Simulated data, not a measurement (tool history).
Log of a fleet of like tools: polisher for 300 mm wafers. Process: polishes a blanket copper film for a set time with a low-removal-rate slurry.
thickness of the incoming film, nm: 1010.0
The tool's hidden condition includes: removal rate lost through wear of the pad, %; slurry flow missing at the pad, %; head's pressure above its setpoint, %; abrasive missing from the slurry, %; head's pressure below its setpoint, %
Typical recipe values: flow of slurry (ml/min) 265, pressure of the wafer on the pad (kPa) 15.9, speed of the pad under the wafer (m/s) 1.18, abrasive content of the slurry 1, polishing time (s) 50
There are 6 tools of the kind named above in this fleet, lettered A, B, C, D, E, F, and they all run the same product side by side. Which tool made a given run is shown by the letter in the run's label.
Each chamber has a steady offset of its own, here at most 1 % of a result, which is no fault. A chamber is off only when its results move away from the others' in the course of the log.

run     day  flow of slurry (ml/min)  pressure of the wafer on the pad (kPa)  speed of the pad under the wafer (m/s)  abrasive content of the slurry  polishing time (s)  wafers polished on this pad  hours since the slurry nozzle was cleaned  hours since the head pressure was calibrated  hours since the slurry blender was calibrated  film removed (nm)
 1B   0.233                      265                                    15.9                                    1.18                               1                  50                          896                                      598.8                                           160                                          121.3             137.84
      0.646  -- chamber B: worn pad replaced by a new one
 2A   0.667                      265                                    15.9                                    1.18                               1                  50                          542                                      144.5                                         947.2                                            197             141.89
 3C   0.879                      265                                    15.9                                    1.18                               1                  50                         1263                                        320                                         210.5                                          196.7             140.37
 4F   1.188                      265                                    15.9                                    1.18                               1                  50                          432                                      320.8                                         133.8                                           85.9             140.97
      1.192  -- chamber F: slurry nozzle cleaned
      1.208  -- chamber C: worn pad replaced by a new one
 5D   1.392                      265                                    15.9                                    1.18                               1                  50                          536                                      112.9                                         797.7                                           57.4              140.2
      1.588  -- chamber A: worn pad replaced by a new one
 6E   1.838                      265                                    15.9                                    1.18                               1                  50                          505                                      619.5                                         869.9                                          399.7             139.35
      1.946  -- chamber B: slurry nozzle cleaned
 7A   2.212                      265                                    15.9                                    1.18                               1                  50                          129                                      181.6                                         984.3                                          234.1             137.82
      2.258  -- chamber E: slurry nozzle cleaned
 8D   2.508                      265                                    15.9                                    1.18                               1                  50                          766                                      139.7                                         824.5                                           84.2             139.44
        2.6  -- chamber D: worn pad replaced by a new one
 9B   2.717                      265                                    15.9                                    1.18                             1.2                  56                          426                                       18.5                                         219.6                                          180.9             161.61
10C   3.046                      265                                    15.9                                    1.18                             1.2                  56                          378                                        372                                         262.5                                          248.7             161.71
      3.175  -- chamber A: slurry blender recalibrated
11F   3.304                      265                                    15.9                                    1.18                             1.2                  56                          868                                       50.8                                         184.6                                          136.7             159.88
       3.35  -- chamber E: worn pad replaced by a new one
      3.604  -- chamber D: head pressure recalibrated
12E   3.746                      265                                    15.9                                    1.18                             1.2                  56                           82                                       35.7                                         915.7                                          445.5              163.4
13F   4.079                      265                                    15.9                                    1.18                             1.2                  56                         1028                                       69.4                                         203.2                                          155.3             156.83
14A   4.396                      265                                    15.9                                    1.18                             1.2                  56                          579                                        234                                        1036.7                                           29.4             162.61
      4.575  -- chamber A: worn pad replaced by a new one
      4.588  -- chamber B: slurry blender recalibrated
      4.608  -- chamber D: slurry blender recalibrated
      4.729  -- chamber E: head pressure recalibrated
      4.758  -- chamber F: slurry blender recalibrated
      4.804  -- chamber B: worn pad replaced by a new one
15C   4.842                      265                                    15.9                                    0.96                               1                  58                          748                                      415.1                                         305.6                                          291.8             132.32
16D   5.279                      265                                    15.9                                    0.96                               1                  58                          551                                      206.2                                          40.2                                           16.1             132.17
17E     5.7                      265                                    15.9                                    0.96                               1                  58                          484                                       82.6                                          23.4                                          492.4             133.68
      5.825  -- chamber D: worn pad replaced by a new one
      5.912  -- chamber E: slurry blender recalibrated
18B   6.046                      265                                    15.9                                    0.96                               1                  58                          256                                       98.4                                         299.5                                             35             132.02
19A   6.333                      265                                    15.9                                    0.96                               1                  58                          362                                      280.5                                        1083.2                                           75.9             131.83
        6.6  -- chamber E: worn pad replaced by a new one
20D   6.771                      265                                    15.9                                    0.96                               1                  58                          195                                        242                                            76                                           51.9             131.67
21C   7.012                      265                                    15.9                                    1.18                               1                  50                         1195                                      467.2                                         357.7                                          343.9              135.9
22B   7.296                      265                                    15.9                                    1.18                               1                  50                          513                                      128.4                                         329.5                                             65             140.02
23E   7.654                      265                                    15.9                                    1.18                               1                  50                          217                                      129.5                                          70.3                                           41.9             139.93
24F   7.854                      265                                    15.9                                    1.18                               1                  50                         1805                                        160                                         293.8                                           74.4             134.17
      7.867  -- chamber C: worn pad replaced by a new one
      7.954  -- chamber A: worn pad replaced by a new one
25C   8.071                      265                                    15.9                                    1.18                               1                  50                           42                                      492.6                                         383.1                                          369.3             140.77
26B   8.383                      265                                    15.9                                    1.18                               1                  50                          737                                      154.5                                         355.6                                           91.1             140.83
      8.404  -- chamber C: slurry nozzle cleaned
27E   8.588                      265                                    15.9                                    1.18                               1                  50                          409                                      151.9                                          92.7                                           64.3             139.69
28F   8.829                      265                                    15.9                                    1.18                               1                  50                         2006                                      183.4                                         317.2                                           97.8             127.91
       8.95  -- chamber B: worn pad replaced by a new one
29A   9.208                      265                                    15.9                                    1.18                               1                  50                          259                                      349.5                                        1152.2                                          144.9             138.83
      9.408  -- chamber D: worn pad replaced by a new one
30D   9.592                      265                                    15.9                                    1.18                               1                  50                           38                                      309.7                                         143.7                                          119.6             142.18
31E   9.817                      265                                    12.4                                    1.18                               1                  50                          662                                      181.4                                         122.2                                           93.8             109.69
      9.904  -- chamber D: slurry nozzle cleaned
32F  10.162                      265                                    12.4                                    1.18                               1                  50                         2281                                      215.4                                         349.2                                          129.8             101.15
     10.479  -- chamber E: worn pad replaced by a new one
33D    10.6                      265                                    12.4                                    1.18                               1                  50                          246                                       16.7                                         167.9                                          143.8             111.47
     10.604  -- chamber D: slurry blender recalibrated
34A  10.879                      265                                    12.4                                    1.18                               1                  50                          603                                      389.6                                        1192.3                                            185             109.64
     11.088  -- chamber C: slurry blender recalibrated
     11.112  -- chamber A: worn pad replaced by a new one
35C  11.196                      265                                    12.4                                    1.18                               1                  50                          686                                         67                                         458.1                                            2.7             111.48
36B  11.492                      265                                    12.4                                    1.18                               1                  50                          523                                      229.1                                         430.2                                          165.7             108.58
37D  11.758                      265                                    14.5                                    1.18                               1                  40                          484                                       44.5                                         195.7                                           27.8             103.12
         12  -- chamber F: slurry blender recalibrated
38A  12.008                      265                                    14.5                                    1.18                               1                  40                          184                                      416.7                                        1219.4                                          212.1             100.05
39E  12.312                      265                                    14.5                                    1.18                               1                  40                          378                                      241.3                                         182.1                                          153.7             101.73
40C  12.621                      265                                    14.5                                    1.18                               1                  40                          979                                      101.2                                         492.3                                           36.9             101.97
41F    12.9                      265                                    14.5                                    1.18                               1                  40                         2844                                      281.1                                         414.9                                           21.6             91.728

Has any chamber moved away from the others, gradually or after a service, or does the common gauge drift, or do the chambers differ only by their own small steady offsets? State the chamber and the most likely cause if one applies.

Little by little, chamber F moves away from the other chambers.
Most likely cause: removal rate lost through wear of the pad, % = 10.7.
Not necessarily distinguishable in this log from: head's pressure below its setpoint, %.

Below are 4 candidate recipes for chamber F's next run, each the usual settings with a change, their results shown as question marks. Which of them brings F's results back in line with what the other chambers give on the usual settings?
Allowed miss from the other chambers' usual-settings mean, per result, to count as in line: film removed (nm) 5.1
42F-1  13.225                      265                                    16.5                                    1.22                               1                  52                                                                                                                                                                                       ?
42F-2  13.225                      265                                    17.2                                    1.26                               1                  54                                                                                                                                                                                       ?
42F-3  13.225                      265                                    15.2                                    1.14                               1                  48                                                                                                                                                                                       ?
42F-4  13.225                      260                                    15.9                                    0.96                            0.95                  50                                                                                                                                                                                       ?

On the usual settings, the other chambers give on average: film removed (nm) 139.74
  run  film removed (nm)
42F-1             139.74
42F-2             156.03
42F-3             110.62
42F-4             100.43
The answer is 42F-1, which returns the chamber to within the allowed miss of the others.

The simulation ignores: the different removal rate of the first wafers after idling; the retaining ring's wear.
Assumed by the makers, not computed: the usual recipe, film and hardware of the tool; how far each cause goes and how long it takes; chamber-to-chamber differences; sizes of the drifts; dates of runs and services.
